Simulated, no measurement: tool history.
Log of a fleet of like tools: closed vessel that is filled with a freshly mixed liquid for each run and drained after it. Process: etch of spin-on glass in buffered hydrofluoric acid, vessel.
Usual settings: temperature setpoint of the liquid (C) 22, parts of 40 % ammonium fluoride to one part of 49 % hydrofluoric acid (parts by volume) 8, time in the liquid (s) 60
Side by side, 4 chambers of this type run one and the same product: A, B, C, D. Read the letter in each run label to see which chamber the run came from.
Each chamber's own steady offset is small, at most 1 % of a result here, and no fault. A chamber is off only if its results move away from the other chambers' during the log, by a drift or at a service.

run	hour	temperature setpoint of the liquid (C)	parts of 40 % ammonium fluoride to one part of 49 % hydrofluoric acid (parts by volume)	time in the liquid (s)	read-back film thickness of the spin-on glass reference wafer, read on the same gauge (nm)	thickness taken off the spin-on glass on a monitor wafer (nm)
1D	12.1	22	8	60	89.968	261.96
2B	25.9	22	8	60	90.013	260.09
3C	37.2	22	8	60	89.977	261.39
4A	43.5	22	8	60	90.003	261.12
5A	54	22	8	60	90.011	263.94
6B	66.8	22	8	60	90.007	257.07
7D	80.9	22	5	85	90.02	577.39
8C	91	22	5	85	90.001	571.65
9D	103.6	22	5	85	90.005	573.24
10A	116.9	22	5	85	89.999	580.69
11C	125.9	22	8	60	90.003	260.32
12B	136.8	26.5	8	70	89.995	393.79
13C	146.3	26.5	8	70	90.02	395.02
14A	154.7	26.5	8	70	89.989	390.45
15D	168.1	26.5	8	70	89.997	378.1
16B	176.3	22	8	60	90.004	256.93
17B	184.3	22	8	60	90.013	260.2
18D	194.8	22	8	60	90	258.77
19C	207.4	22	8	60	89.992	261.31
20A	215.8	22	8	60	90.024	262.54
21A	228.4	22	8	90	89.976	394.87
22C	238.7	22	8	90	90.017	396.4
23B	249	22	8	90	89.999	384.97
24D	262.6	22	8	90	90.043	371.66
25A	276	25	8	60	89.992	312.57
26B	286.6	25	8	60	90.001	310.42
27D	300.8	25	8	60	90.014	283.36
28C	307.1	25	8	60	89.986	308.96
29B	321.2	22	8	40	90.026	172.89

What goes on in this fleet: one chamber off, a drifting gauge, or nothing beyond the chambers' own small offsets? Name the chamber and the cause, if any.

One chamber, D, drifts off from the rest bit by bit.
What lies behind it: liquid colder than its thermometer reads (K) = 1.64.
The log might look much the same if the cause were instead: hydrofluoric acid flow below the setpoint (%).

Below are 4 candidate recipes for chamber D's next run, each the usual settings with a change, their results shown as question marks. Which of them brings D's results back in line with what the other chambers give on the usual settings?
In line means no further than this from the other chambers' mean on the usual settings: thickness taken off the spin-on glass on a monitor wafer (nm) 8.4
30D-1	331.7	21.5	8	60		?
30D-2	331.7	22	8	55		?
30D-3	331.7	22.5	8	60		?
30D-4	331.7	22	8	65		?

Average result of the remaining chambers running the usual settings: thickness taken off the spin-on glass on a monitor wafer (nm) 261.92
run	thickness taken off the spin-on glass on a monitor wafer (nm)
30D-1	232.88
30D-2	219.52
30D-3	246.24
30D-4	259.44
The right change is 30D-4: it brings the chamber back within the allowed miss of the others.
